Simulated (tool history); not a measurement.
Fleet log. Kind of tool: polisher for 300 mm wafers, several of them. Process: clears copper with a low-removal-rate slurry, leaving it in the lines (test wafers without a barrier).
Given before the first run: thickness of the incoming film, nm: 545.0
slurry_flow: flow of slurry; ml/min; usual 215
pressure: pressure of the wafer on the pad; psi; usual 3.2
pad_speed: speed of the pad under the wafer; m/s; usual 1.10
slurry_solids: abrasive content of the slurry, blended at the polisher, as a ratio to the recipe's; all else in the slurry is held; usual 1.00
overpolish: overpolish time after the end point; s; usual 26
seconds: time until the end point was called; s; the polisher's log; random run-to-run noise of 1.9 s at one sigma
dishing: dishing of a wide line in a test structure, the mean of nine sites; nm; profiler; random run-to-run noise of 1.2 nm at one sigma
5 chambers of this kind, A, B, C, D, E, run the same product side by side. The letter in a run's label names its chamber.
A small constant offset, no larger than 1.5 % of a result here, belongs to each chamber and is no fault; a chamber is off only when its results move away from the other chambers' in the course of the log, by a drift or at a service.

run,hour,slurry_flow,pressure,pad_speed,slurry_solids,overpolish,wafers polished on this pad,hours since the slurry nozzle was cleaned,hours since the head pressure was calibrated,hours since the slurry blender was calibrated,seconds,dishing
# hour 1.8: chamber E: worn pad replaced by a new one
1A,16.1,215,3.2,1.10,1.00,26,216,365.9,210.4,81.0,182.58,50.637
# hour 29.3: chamber B: worn pad replaced by a new one
# hour 29.6: chamber C: worn pad replaced by a new one
2D,30.6,215,3.2,1.10,1.00,26,619,345.8,496.3,351.4,185.32,46.885
# hour 37.5: chamber C: head pressure recalibrated
# hour 39.2: chamber E: slurry nozzle cleaned
# hour 39.8: chamber B: slurry blender recalibrated
3E,46.3,215,3.2,1.10,1.00,26,273,7.2,336.0,63.0,180.14,48.807
# hour 56.8: chamber A: slurry blender recalibrated
4C,60.7,215,3.2,1.10,1.00,26,191,502.0,23.2,220.0,180.35,51.044
5B,75.1,215,3.2,1.10,1.00,26,282,356.0,119.1,35.4,187.88,47.870
# hour 79.0: chamber D: worn pad replaced by a new one
6D,84.1,215,3.2,1.32,1.15,26,31,399.3,549.8,404.9,150.90,57.712
7E,92.0,215,3.2,1.32,1.15,26,554,52.9,381.7,108.7,143.85,57.314
8C,101.8,215,3.2,1.32,1.15,26,444,543.1,64.3,261.1,146.39,61.068
9A,115.4,215,3.2,1.32,1.15,26,826,465.2,309.7,58.6,149.53,56.815
10B,122.5,215,3.2,1.32,1.15,26,573,403.4,166.5,82.8,152.13,57.443
# hour 126.3: chamber C: worn pad replaced by a new one
# hour 134.2: chamber D: slurry blender recalibrated
11E,135.0,215,3.2,1.10,1.00,26,819,95.9,424.7,151.7,181.61,49.818
# hour 143.2: chamber A: worn pad replaced by a new one
# hour 145.9: chamber B: slurry nozzle cleaned
12D,150.9,215,3.2,1.10,1.00,26,442,466.1,616.6,16.7,184.56,47.788
13A,158.4,215,3.2,1.10,1.00,26,93,508.2,352.7,101.6,187.79,49.458
14C,170.2,145,3.2,1.10,1.00,26,270,611.5,132.7,329.5,194.27,45.991
15B,180.1,145,3.2,1.10,1.00,26,927,34.2,224.1,140.4,195.78,47.791
# hour 189.6: chamber B: slurry blender recalibrated
# hour 193.2: chamber A: slurry blender recalibrated
16B,193.5,145,3.2,1.10,1.00,26,1009,47.6,237.5,4.0,196.03,47.196
# hour 193.6: chamber D: worn pad replaced by a new one
17D,205.4,145,3.2,1.10,1.00,26,72,520.6,671.1,71.2,199.65,43.835
# hour 214.9: chamber C: worn pad replaced by a new one
18E,218.3,145,3.2,1.10,1.00,26,1331,179.2,508.0,235.0,191.55,46.227
19A,232.7,215,3.2,1.10,1.00,26,550,582.5,427.0,39.5,189.82,49.942
# hour 236.4: chamber A: slurry nozzle cleaned
# hour 238.8: chamber E: worn pad replaced by a new one
# hour 239.6: chamber D: slurry nozzle cleaned
20C,248.6,215,3.2,1.10,1.00,26,207,689.9,211.1,407.9,183.27,52.138
# hour 258.4: chamber E: slurry blender recalibrated
# hour 260.6: chamber B: worn pad replaced by a new one
21B,262.6,190,3.2,1.10,0.90,26,12,116.7,306.6,73.1,192.77,47.975
22A,270.7,190,3.2,1.10,0.90,26,784,34.4,465.0,77.5,199.06,48.766
23D,282.9,190,3.2,1.10,0.90,26,549,43.4,748.6,148.7,189.20,46.885
24E,290.0,190,3.2,1.10,0.90,26,315,250.9,579.7,31.7,187.13,50.253
25C,299.3,190,3.2,1.10,0.90,26,518,740.6,261.8,458.6,189.72,48.680
# hour 302.0: chamber C: slurry nozzle cleaned
# hour 309.2: chamber A: worn pad replaced by a new one
26C,312.0,215,3.2,1.10,1.00,26,596,10.0,274.5,471.3,186.31,48.303
# hour 315.2: chamber C: worn pad replaced by a new one
# hour 325.4: chamber A: slurry blender recalibrated
27D,325.7,215,3.2,1.10,1.00,26,812,86.2,791.4,191.5,184.69,48.890
# hour 327.3: chamber D: worn pad replaced by a new one
28E,334.7,215,3.7,1.10,1.00,26,589,295.6,624.4,76.4,158.32,54.771
# hour 345.2: chamber B: slurry blender recalibrated
29A,348.3,215,3.7,1.10,1.00,26,240,112.0,542.6,23.0,169.08,51.322
30B,361.4,215,3.7,1.10,1.00,26,619,215.5,405.4,16.2,157.89,54.377
# hour 362.9: chamber C: slurry blender recalibrated
31D,369.2,215,3.7,1.10,1.00,26,257,129.7,834.9,235.0,159.71,54.428
32B,378.8,215,3.7,1.10,1.00,26,726,232.9,422.8,33.6,157.82,56.104
33A,386.1,215,3.2,1.10,1.00,26,473,149.8,580.4,60.8,196.21,48.053
34C,394.7,215,3.2,1.10,1.00,26,489,92.7,357.2,31.9,181.92,49.866
35E,409.3,215,3.2,1.10,1.00,26,1048,370.2,699.0,151.0,183.37,48.791
# hour 416.1: chamber C: worn pad replaced by a new one
36E,420.6,215,3.2,1.44,1.00,26,1117,381.5,710.3,162.3,139.40,60.631
37D,429.0,215,3.2,1.44,1.00,26,625,189.5,894.7,294.8,140.98,61.430
38C,438.9,215,3.2,1.44,1.00,26,140,136.9,401.4,76.1,139.34,62.395
# hour 444.3: chamber E: worn pad replaced by a new one
39A,447.6,215,3.2,1.44,1.00,26,851,211.3,641.9,122.3,153.19,55.776
40B,454.7,215,3.2,1.44,1.00,26,1193,308.8,498.7,109.5,139.83,58.623
41E,464.8,215,3.2,1.10,1.00,26,126,425.7,754.5,206.5,183.71,50.031
42B,472.1,215,3.2,0.92,1.00,26,1300,326.2,516.1,126.9,222.45,41.392

One chamber off, gauge drift, or nothing amiss beyond the chambers' own small offsets? If it is a chamber, which one, and what is the likeliest cause?

One chamber, A, drifts off from the rest bit by bit.
Most likely cause: head's pressure below its setpoint, % = 9.39.

Here are 4 candidates for chamber A's next run, each the usual settings with a change, their results left as question marks. Which one brings its results back in line with what the others give on the usual settings?
To be in line, a result may differ from the other chambers' mean on the usual settings by at most: seconds 6.70 s; dishing 4.000 nm
43A-1,483.7,215,3.1,1.04,1.00,26,,,,,?,?
43A-2,483.7,215,3.2,1.12,1.00,26,,,,,?,?
43A-3,483.7,215,3.3,1.16,1.00,26,,,,,?,?
43A-4,483.7,215,3.2,1.08,1.00,26,,,,,?,?

Usual-settings mean across the other chambers: seconds 183.52 s; dishing 49.344 nm
run,seconds,dishing
43A-1,220.12,41.501
43A-2,198.00,45.293
43A-3,185.37,47.831
43A-4,205.33,44.000
The right change is 43A-3: it brings the chamber back within the allowed miss of the others.

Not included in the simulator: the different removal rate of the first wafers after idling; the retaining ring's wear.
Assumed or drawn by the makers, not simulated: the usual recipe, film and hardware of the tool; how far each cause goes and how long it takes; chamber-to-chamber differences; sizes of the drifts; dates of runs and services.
